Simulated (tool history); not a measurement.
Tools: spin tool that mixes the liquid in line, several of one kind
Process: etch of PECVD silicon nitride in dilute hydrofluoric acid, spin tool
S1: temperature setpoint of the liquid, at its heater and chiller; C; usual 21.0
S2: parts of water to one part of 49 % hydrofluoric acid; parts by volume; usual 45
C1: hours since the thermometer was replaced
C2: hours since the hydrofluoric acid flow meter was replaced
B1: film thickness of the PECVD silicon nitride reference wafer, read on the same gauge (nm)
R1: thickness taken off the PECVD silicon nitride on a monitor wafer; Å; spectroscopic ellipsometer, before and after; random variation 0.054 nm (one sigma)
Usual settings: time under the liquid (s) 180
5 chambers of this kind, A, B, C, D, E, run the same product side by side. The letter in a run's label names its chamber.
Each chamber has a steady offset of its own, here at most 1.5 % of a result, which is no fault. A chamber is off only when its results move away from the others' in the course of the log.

Run 1E, hour 7.1: usual settings; C1 810.9; C2 381.5; B1 120.02. Result: R1 71.308 Å.
Run 2B, hour 15.5: usual settings; C1 1131.6; C2 997.5; B1 120.00. Result: R1 72.018 Å.
Run 3D, hour 22.3: usual settings; C1 630.0; C2 492.3; B1 120.03. Result: R1 71.369 Å.
Run 4C, hour 31.8: usual settings; C1 597.2; C2 383.1; B1 119.98. Result: R1 71.932 Å.
Run 5A, hour 40.6: usual settings but S1 25.5 C; C1 1157.1; C2 207.4; B1 119.97. Result: R1 97.037 Å.
Run 6E, hour 47.1: usual settings but S1 25.5 C; C1 850.9; C2 421.5; B1 120.01. Result: R1 95.830 Å.
At hour 52.6: chamber C: hydrofluoric acid flow meter replaced.
Run 7B, hour 53.0: usual settings but S1 25.5 C; C1 1169.1; C2 1035.0; B1 120.00. Result: R1 98.457 Å.
Run 8A, hour 58.9: usual settings but S1 25.5 C; C1 1175.4; C2 225.7; B1 120.00. Result: R1 99.113 Å.
Run 9C, hour 68.6: usual settings but S1 25.5 C; C1 634.0; C2 16.1; B1 119.99. Result: R1 96.780 Å.
Run 10D, hour 76.1: usual settings; C1 683.8; C2 546.1; B1 119.96. Result: R1 71.648 Å.
Run 11B, hour 82.8: usual settings; C1 1198.9; C2 1064.8; B1 119.99. Result: R1 71.683 Å.
Run 12E, hour 91.3: usual settings; C1 895.1; C2 465.7; B1 119.97. Result: R1 70.691 Å.
Run 13C, hour 98.9: usual settings; C1 664.3; C2 46.4; B1 119.96. Result: R1 71.876 Å.
Run 14A, hour 110.2: usual settings; C1 1226.7; C2 277.0; B1 120.00. Result: R1 72.517 Å.
Run 15D, hour 118.8: usual settings; C1 726.5; C2 588.8; B1 120.07. Result: R1 70.040 Å.
Run 16B, hour 127.8: usual settings but S2 40 parts by volume; C1 1243.9; C2 1109.8; B1 120.01. Result: R1 79.012 Å.
Run 17D, hour 139.5: usual settings but S2 40 parts by volume; C1 747.2; C2 609.5; B1 119.97. Result: R1 78.973 Å.
Run 18A, hour 146.0: usual settings but S2 40 parts by volume; C1 1262.5; C2 312.8; B1 120.05. Result: R1 80.415 Å.
At hour 152.1: chamber B: thermometer replaced.
Run 19E, hour 153.8: usual settings but S2 40 parts by volume; C1 957.6; C2 528.2; B1 120.02. Result: R1 79.460 Å.
Run 20C, hour 163.4: usual settings but S2 40 parts by volume; C1 728.8; C2 110.9; B1 120.01. Result: R1 79.040 Å.
Run 21C, hour 169.9: usual settings; C1 735.3; C2 117.4; B1 119.98. Result: R1 72.024 Å.
Run 22D, hour 179.0: usual settings; C1 786.7; C2 649.0; B1 119.94. Result: R1 71.473 Å.
At hour 184.7: chamber A: thermometer replaced.
Run 23E, hour 185.7: usual settings; C1 989.5; C2 560.1; B1 120.00. Result: R1 71.335 Å.
Run 24A, hour 194.0: usual settings; C1 9.3; C2 360.8; B1 119.99. Result: R1 71.406 Å.
Run 25B, hour 204.5: usual settings; C1 52.4; C2 1186.5; B1 120.00. Result: R1 67.909 Å.
Run 26C, hour 216.2: usual settings; C1 781.6; C2 163.7; B1 119.97. Result: R1 71.614 Å.
Run 27A, hour 226.1: usual settings; C1 41.4; C2 392.9; B1 120.01. Result: R1 71.258 Å.
Run 28D, hour 232.2: usual settings; C1 839.9; C2 702.2; B1 120.00. Result: R1 71.340 Å.
Run 29E, hour 237.5: usual settings; C1 1041.3; C2 611.9; B1 120.03. Result: R1 71.052 Å.
Run 30B, hour 248.6: usual settings; C1 96.5; C2 1230.6; B1 119.98. Result: R1 66.572 Å.

Is one chamber off against the others, does the gauge drift, or is nothing wrong? If a chamber is off, say which, and what the likeliest cause is.

Chamber B drifts away from the others.
Cause: hydrofluoric acid flow below the setpoint (%) = 8.76.

Here are 4 candidates for chamber B's next run, each the usual settings with a change, their results left as question marks. Which one brings its results back in line with what the others give on the usual settings?
In line means no further than this from the other chambers' mean on the usual settings: R1 1.900 Å
Run 31B-1, hour 257.2: usual settings but S1 20.5 C, time under the liquid (s) 160. Result: R1 ?.
Run 31B-2, hour 257.2: usual settings but S1 21.5 C, time under the liquid (s) 190. Result: R1 ?.
Run 31B-3, hour 257.2: usual settings but time under the liquid (s) 210. Result: R1 ?.
Run 31B-4, hour 257.2: usual settings but time under the liquid (s) 165. Result: R1 ?.

The other chambers' mean on the usual settings: R1 71.378 Å
  run      R1
31B-1  56.461
31B-2  71.837
31B-3  76.711
31B-4  60.273
31B-2 brings the chamber back in line.

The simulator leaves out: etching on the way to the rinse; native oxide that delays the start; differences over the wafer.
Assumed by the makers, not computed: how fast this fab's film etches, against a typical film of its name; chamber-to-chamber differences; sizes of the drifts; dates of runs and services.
